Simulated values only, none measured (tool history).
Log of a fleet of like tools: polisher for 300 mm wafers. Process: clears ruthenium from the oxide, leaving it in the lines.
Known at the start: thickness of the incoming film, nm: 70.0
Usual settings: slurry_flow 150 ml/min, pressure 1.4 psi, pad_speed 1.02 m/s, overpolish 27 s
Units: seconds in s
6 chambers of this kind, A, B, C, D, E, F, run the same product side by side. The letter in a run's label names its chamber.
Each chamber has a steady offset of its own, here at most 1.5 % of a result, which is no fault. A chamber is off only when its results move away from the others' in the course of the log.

run     day  slurry_flow  pressure  pad_speed  overpolish  wafers polished on this pad  hours since the slurry nozzle was cleaned  hours since the head pressure was calibrated  seconds
      0.171  -- chamber D: worn pad replaced by a new one
 1E   0.571          150       1.4       1.02          27                          530                                      163.5                                         233.4   99.183
      0.750  -- chamber C: worn pad replaced by a new one
      1.012  -- chamber A: worn pad replaced by a new one
 2A   1.017          150       1.4       1.02          27                            1                                      473.4                                          32.6   96.639
 3C   1.329          150       1.4       1.02          27                          169                                      156.9                                         257.7   97.370
      1.383  -- chamber F: worn pad replaced by a new one
 4B   1.988          150       1.4       1.02          27                          791                                      181.9                                         517.5  100.310
 5D   2.321          150       1.4       1.02          27                          626                                      649.3                                         601.3   96.326
      2.388  -- chamber E: worn pad replaced by a new one
 6F   2.712          130       1.4       1.02          27                          388                                      576.8                                         328.8  100.700
      3.083  -- chamber A: slurry nozzle cleaned
      3.204  -- chamber B: worn pad replaced by a new one
 7D   3.296          130       1.4       1.02          27                          910                                      672.7                                         624.7   99.099
 8E   3.612          130       1.4       1.02          27                          357                                      236.5                                         306.4  100.750
      3.696  -- chamber D: worn pad replaced by a new one
 9F   4.108          130       1.4       1.02          27                          794                                      610.3                                         362.3   99.839
      4.617  -- chamber C: worn pad replaced by a new one
10C   4.700          130       1.4       1.02          27                           24                                      237.8                                         338.6  100.840
      4.929  -- chamber B: slurry nozzle cleaned
11B   5.275          130       1.4       1.02          27                          603                                        8.4                                         596.4  103.080
      5.529  -- chamber F: worn pad replaced by a new one
      5.588  -- chamber A: worn pad replaced by a new one
12A   5.708          150       1.4       1.02          27                           35                                       63.0                                         145.2   98.250
13F   6.129          150       1.4       1.02          27                          174                                      658.8                                         410.8   96.514
      6.454  -- chamber E: worn pad replaced by a new one
      6.488  -- chamber E: slurry nozzle cleaned
      6.575  -- chamber D: slurry nozzle cleaned
14B   6.579          150       1.4       1.02          27                          983                                       39.7                                         627.7   99.339
15E   7.154          110       1.4       1.02          36                          204                                       16.1                                         391.4  103.860
      7.229  -- chamber B: worn pad replaced by a new one
16A   7.546          110       1.4       1.02          36                          570                                      107.1                                         189.3  104.480
17D   7.946          110       1.4       1.02          36                         1237                                       33.0                                         736.3  103.940
      8.088  -- chamber D: worn pad replaced by a new one
      8.283  -- chamber C: worn pad replaced by a new one
18C   8.288          110       1.4       1.02          36                            2                                      323.9                                         424.7  102.610
      8.367  -- chamber B: head pressure recalibrated
19C   8.817          110       1.4       1.02          36                          156                                      336.6                                         437.4  105.660
      8.875  -- chamber D: head pressure recalibrated
      9.108  -- chamber F: worn pad replaced by a new one
20D   9.167          110       1.4       1.02          36                          315                                       62.3                                           7.1  104.860
21B   9.733          150       1.4       1.02          27                          729                                      115.4                                          32.9   99.564
     10.217  -- chamber E: worn pad replaced by a new one
     10.342  -- chamber A: worn pad replaced by a new one
22A  10.400          150       1.4       1.02          27                           17                                      175.6                                         257.8   98.925
     10.779  -- chamber B: worn pad replaced by a new one
23F  10.883          150       1.4       1.02          27                          517                                      772.9                                         524.9   96.811
24E  11.512          150       1.4       1.02          27                          377                                      120.7                                         496.0   99.355
     11.558  -- chamber C: worn pad replaced by a new one
25F  11.904          150       1.4       1.02          27                          814                                      797.4                                         549.4   97.251
     11.908  -- chamber F: head pressure recalibrated
     11.983  -- chamber D: worn pad replaced by a new one
26D  12.225          150       1.4       1.02          27                           70                                      135.7                                          80.5   96.800
     12.312  -- chamber F: worn pad replaced by a new one
27A  12.621          150       1.4       1.02          27                          663                                      228.9                                         311.1   97.837
28B  13.021          150       1.4       1.02          27                          653                                      194.3                                         111.8   98.371
29E  13.446          150       1.4       1.02          27                          940                                      167.1                                         542.4   98.060
30C  13.779          150       1.4       1.02          27                          646                                      455.7                                         556.5   98.223
     13.929  -- chamber B: worn pad replaced by a new one
     14.238  -- chamber E: worn pad replaced by a new one
31C  14.312          150       1.2       1.02          27                          802                                      468.5                                         569.3  114.480
32A  14.617          150       1.2       1.02          27                         1244                                      276.8                                         359.0  115.740
33D  15.029          150       1.2       1.02          27                          887                                      203.0                                         147.8  112.860
     15.246  -- chamber C: slurry nozzle cleaned
34B  15.388          150       1.2       1.02          27                          425                                      251.1                                         168.6  115.940
     15.475  -- chamber C: worn pad replaced by a new one
     15.583  -- chamber A: worn pad replaced by a new one
35F  15.979          150       1.2       1.02          27                         1067                                      895.2                                          97.8  114.870
     16.096  -- chamber F: worn pad replaced by a new one
36E  16.425          150       1.2       1.02          27                          636                                      238.6                                         613.9  115.250
37C  16.796          150       1.4       1.02          27                          385                                       37.3                                         628.9   98.717
38E  17.171          150       1.4       0.82          21                          854                                      256.5                                         631.8  121.790
39A  17.683          150       1.4       0.82          21                          611                                      350.4                                         432.6  122.520
40F  18.233          150       1.4       0.82          21                          622                                      949.3                                         151.9  119.180

Is one chamber off against the others, does the gauge drift, or is nothing wrong? If a chamber is off, say which, and what the likeliest cause is.

No chamber stands off beyond its own small offset, and the gauge holds steady.

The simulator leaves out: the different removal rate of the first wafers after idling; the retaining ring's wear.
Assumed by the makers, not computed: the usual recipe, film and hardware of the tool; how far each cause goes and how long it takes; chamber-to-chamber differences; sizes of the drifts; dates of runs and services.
